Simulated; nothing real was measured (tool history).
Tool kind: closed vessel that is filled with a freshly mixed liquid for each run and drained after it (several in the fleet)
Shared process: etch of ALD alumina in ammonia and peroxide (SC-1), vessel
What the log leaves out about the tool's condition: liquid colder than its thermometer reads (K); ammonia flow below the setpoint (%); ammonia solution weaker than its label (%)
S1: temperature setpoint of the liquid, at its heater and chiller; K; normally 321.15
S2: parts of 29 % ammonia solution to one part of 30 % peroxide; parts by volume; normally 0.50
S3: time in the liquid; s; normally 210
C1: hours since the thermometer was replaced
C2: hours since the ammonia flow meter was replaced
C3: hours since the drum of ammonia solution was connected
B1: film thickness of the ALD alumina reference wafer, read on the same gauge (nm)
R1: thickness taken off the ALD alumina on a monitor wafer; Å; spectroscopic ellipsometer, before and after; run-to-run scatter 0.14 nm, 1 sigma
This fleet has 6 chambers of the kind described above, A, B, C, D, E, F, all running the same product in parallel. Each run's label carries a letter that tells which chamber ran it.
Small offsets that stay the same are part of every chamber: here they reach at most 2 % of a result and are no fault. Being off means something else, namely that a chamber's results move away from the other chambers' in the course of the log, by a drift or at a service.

{"run": "1C", "hour": 13.4, "S1": 321.15, "S2": 0.5, "S3": 210, "C1": 1247.5, "C2": 241.4, "C3": 523.8, "B1": 110.02, "R1": 153.51}
{"run": "2D", "hour": 25.9, "S1": 321.15, "S2": 0.5, "S3": 210, "C1": 1039.1, "C2": 798.7, "C3": 53.2, "B1": 110.03, "R1": 149.43}
{"run": "3B", "hour": 36.0, "S1": 321.15, "S2": 0.5, "S3": 210, "C1": 1480.9, "C2": 322.4, "C3": 582.0, "B1": 109.96, "R1": 152.09}
{"run": "4F", "hour": 48.2, "S1": 321.15, "S2": 0.5, "S3": 210, "C1": 490.4, "C2": 1308.3, "C3": 820.5, "B1": 110.0, "R1": 149.44}
{"run": "5E", "hour": 59.8, "S1": 321.15, "S2": 0.5, "S3": 210, "C1": 979.1, "C2": 312.4, "C3": 358.1, "B1": 110.0, "R1": 154.89}
{"run": "6A", "hour": 68.1, "S1": 321.15, "S2": 0.5, "S3": 210, "C1": 735.4, "C2": 490.5, "C3": 211.8, "B1": 110.0, "R1": 151.5}
{"run": "7F", "hour": 78.1, "S1": 321.15, "S2": 0.5, "S3": 210, "C1": 520.3, "C2": 1338.2, "C3": 850.4, "B1": 110.01, "R1": 147.71}
{"hour": 89.1, "done": "chamber F: new drum of ammonia solution connected"}
{"run": "8A", "hour": 90.6, "S1": 321.15, "S2": 0.5, "S3": 210, "C1": 757.9, "C2": 513.0, "C3": 234.3, "B1": 110.02, "R1": 149.97}
{"run": "9C", "hour": 98.7, "S1": 321.15, "S2": 0.5, "S3": 210, "C1": 1332.8, "C2": 326.7, "C3": 609.1, "B1": 110.0, "R1": 150.62}
{"run": "10B", "hour": 111.7, "S1": 321.15, "S2": 0.5, "S3": 210, "C1": 1556.6, "C2": 398.1, "C3": 657.7, "B1": 110.04, "R1": 150.2}
{"run": "11D", "hour": 123.7, "S1": 324.65, "S2": 0.5, "S3": 210, "C1": 1136.9, "C2": 896.5, "C3": 151.0, "B1": 110.0, "R1": 180.15}
{"run": "12E", "hour": 131.0, "S1": 324.65, "S2": 0.5, "S3": 210, "C1": 1050.3, "C2": 383.6, "C3": 429.3, "B1": 109.99, "R1": 185.26}
{"run": "13E", "hour": 140.8, "S1": 324.65, "S2": 0.5, "S3": 210, "C1": 1060.1, "C2": 393.4, "C3": 439.1, "B1": 110.0, "R1": 184.02}
{"hour": 146.3, "done": "chamber F: ammonia flow meter replaced"}
{"run": "14F", "hour": 149.3, "S1": 324.65, "S2": 0.5, "S3": 210, "C1": 591.5, "C2": 3.1, "C3": 60.2, "B1": 110.0, "R1": 179.13}
{"run": "15C", "hour": 158.8, "S1": 324.65, "S2": 0.5, "S3": 210, "C1": 1392.9, "C2": 386.8, "C3": 669.2, "B1": 109.98, "R1": 181.46}
{"run": "16B", "hour": 167.5, "S1": 324.65, "S2": 0.5, "S3": 210, "C1": 1612.4, "C2": 453.9, "C3": 713.5, "B1": 110.03, "R1": 183.63}
{"run": "17A", "hour": 179.4, "S1": 321.15, "S2": 0.5, "S3": 210, "C1": 846.7, "C2": 601.8, "C3": 323.1, "B1": 109.98, "R1": 151.6}
{"run": "18D", "hour": 191.7, "S1": 321.15, "S2": 0.5, "S3": 210, "C1": 1204.9, "C2": 964.5, "C3": 219.0, "B1": 109.99, "R1": 149.88}
{"hour": 200.2, "done": "chamber B: thermometer replaced"}
{"run": "19E", "hour": 201.5, "S1": 321.15, "S2": 0.5, "S3": 210, "C1": 1120.8, "C2": 454.1, "C3": 499.8, "B1": 109.99, "R1": 152.83}
{"run": "20B", "hour": 208.8, "S1": 321.15, "S2": 0.5, "S3": 210, "C1": 8.7, "C2": 495.2, "C3": 754.8, "B1": 109.99, "R1": 152.26}
{"run": "21A", "hour": 216.9, "S1": 321.15, "S2": 0.5, "S3": 145, "C1": 884.2, "C2": 639.3, "C3": 360.6, "B1": 110.0, "R1": 105.76}
{"run": "22F", "hour": 224.9, "S1": 321.15, "S2": 0.5, "S3": 145, "C1": 667.1, "C2": 78.7, "C3": 135.8, "B1": 109.98, "R1": 98.842}
{"run": "23D", "hour": 237.5, "S1": 321.15, "S2": 0.5, "S3": 145, "C1": 1250.7, "C2": 1010.3, "C3": 264.8, "B1": 109.96, "R1": 103.43}
{"hour": 241.1, "done": "chamber B: new drum of ammonia solution connected"}
{"run": "24C", "hour": 249.0, "S1": 321.15, "S2": 0.5, "S3": 145, "C1": 1483.1, "C2": 477.0, "C3": 759.4, "B1": 110.0, "R1": 104.52}
{"run": "25C", "hour": 258.1, "S1": 321.15, "S2": 0.5, "S3": 145, "C1": 1492.2, "C2": 486.1, "C3": 768.5, "B1": 109.99, "R1": 104.94}
{"hour": 266.2, "done": "chamber A: new drum of ammonia solution connected"}
{"run": "26F", "hour": 266.9, "S1": 321.15, "S2": 0.5, "S3": 145, "C1": 709.1, "C2": 120.7, "C3": 177.8, "B1": 110.0, "R1": 96.762}
{"hour": 267.4, "done": "chamber A: thermometer replaced"}
{"hour": 277.6, "done": "chamber C: new drum of ammonia solution connected"}
{"run": "27B", "hour": 279.1, "S1": 311.65, "S2": 0.5, "S3": 210, "C1": 79.0, "C2": 565.5, "C3": 38.0, "B1": 110.03, "R1": 87.19}
{"run": "28D", "hour": 286.7, "S1": 311.65, "S2": 0.5, "S3": 210, "C1": 1299.9, "C2": 1059.5, "C3": 314.0, "B1": 110.04, "R1": 86.694}
{"run": "29E", "hour": 296.4, "S1": 311.65, "S2": 0.5, "S3": 210, "C1": 1215.7, "C2": 549.0, "C3": 594.7, "B1": 109.98, "R1": 87.51}
{"run": "30A", "hour": 306.5, "S1": 311.65, "S2": 0.5, "S3": 210, "C1": 39.2, "C2": 728.9, "C3": 40.4, "B1": 109.98, "R1": 86.879}
{"run": "31A", "hour": 314.3, "S1": 311.65, "S2": 0.5, "S3": 210, "C1": 47.0, "C2": 736.7, "C3": 48.2, "B1": 110.0, "R1": 88.124}
{"run": "32D", "hour": 321.9, "S1": 311.65, "S2": 0.5, "S3": 210, "C1": 1335.1, "C2": 1094.7, "C3": 349.2, "B1": 110.02, "R1": 85.121}
{"run": "33C", "hour": 329.8, "S1": 321.15, "S2": 0.65, "S3": 210, "C1": 1563.9, "C2": 557.8, "C3": 52.2, "B1": 110.0, "R1": 156.87}
{"run": "34E", "hour": 337.1, "S1": 321.15, "S2": 0.65, "S3": 210, "C1": 1256.4, "C2": 589.7, "C3": 635.4, "B1": 110.03, "R1": 157.48}
{"run": "35F", "hour": 346.0, "S1": 321.15, "S2": 0.65, "S3": 210, "C1": 788.2, "C2": 199.8, "C3": 256.9, "B1": 109.98, "R1": 141.77}
{"run": "36B", "hour": 355.2, "S1": 321.15, "S2": 0.65, "S3": 210, "C1": 155.1, "C2": 641.6, "C3": 114.1, "B1": 110.01, "R1": 157.65}
{"run": "37E", "hour": 365.9, "S1": 321.15, "S2": 0.65, "S3": 210, "C1": 1285.2, "C2": 618.5, "C3": 664.2, "B1": 109.99, "R1": 156.09}

Is one chamber off against the others, does the gauge drift, or is nothing wrong? If a chamber is off, say which, and what the likeliest cause is.

One chamber, F, drifts off from the rest bit by bit.
Most likely cause: liquid colder than its thermometer reads (K) = 1.53.

Which of the 4 candidates below, each the usual settings with something changed and its results left as question marks, puts chamber F back in line with what the other chambers give on the usual settings?
To be in line, a result may differ from the other chambers' mean on the usual settings by at most: R1 4.800 Å
{"run": "38F-1", "hour": 375.7, "S1": 321.15, "S2": 0.5, "S3": 170, "R1": "?"}
{"run": "38F-2", "hour": 375.7, "S1": 322.15, "S2": 0.5, "S3": 220, "R1": "?"}
{"run": "38F-3", "hour": 375.7, "S1": 320.15, "S2": 0.5, "S3": 200, "R1": "?"}
{"run": "38F-4", "hour": 375.7, "S1": 325.15, "S2": 0.5, "S3": 210, "R1": "?"}

The other chambers' mean on the usual settings: R1 151.610 Å
run=38F-1 R1=110.600
run=38F-2 R1=151.400
run=38F-3 R1=122.890
run=38F-4 R1=170.850
38F-2 is the one that brings the chamber's results back in line with the other chambers.

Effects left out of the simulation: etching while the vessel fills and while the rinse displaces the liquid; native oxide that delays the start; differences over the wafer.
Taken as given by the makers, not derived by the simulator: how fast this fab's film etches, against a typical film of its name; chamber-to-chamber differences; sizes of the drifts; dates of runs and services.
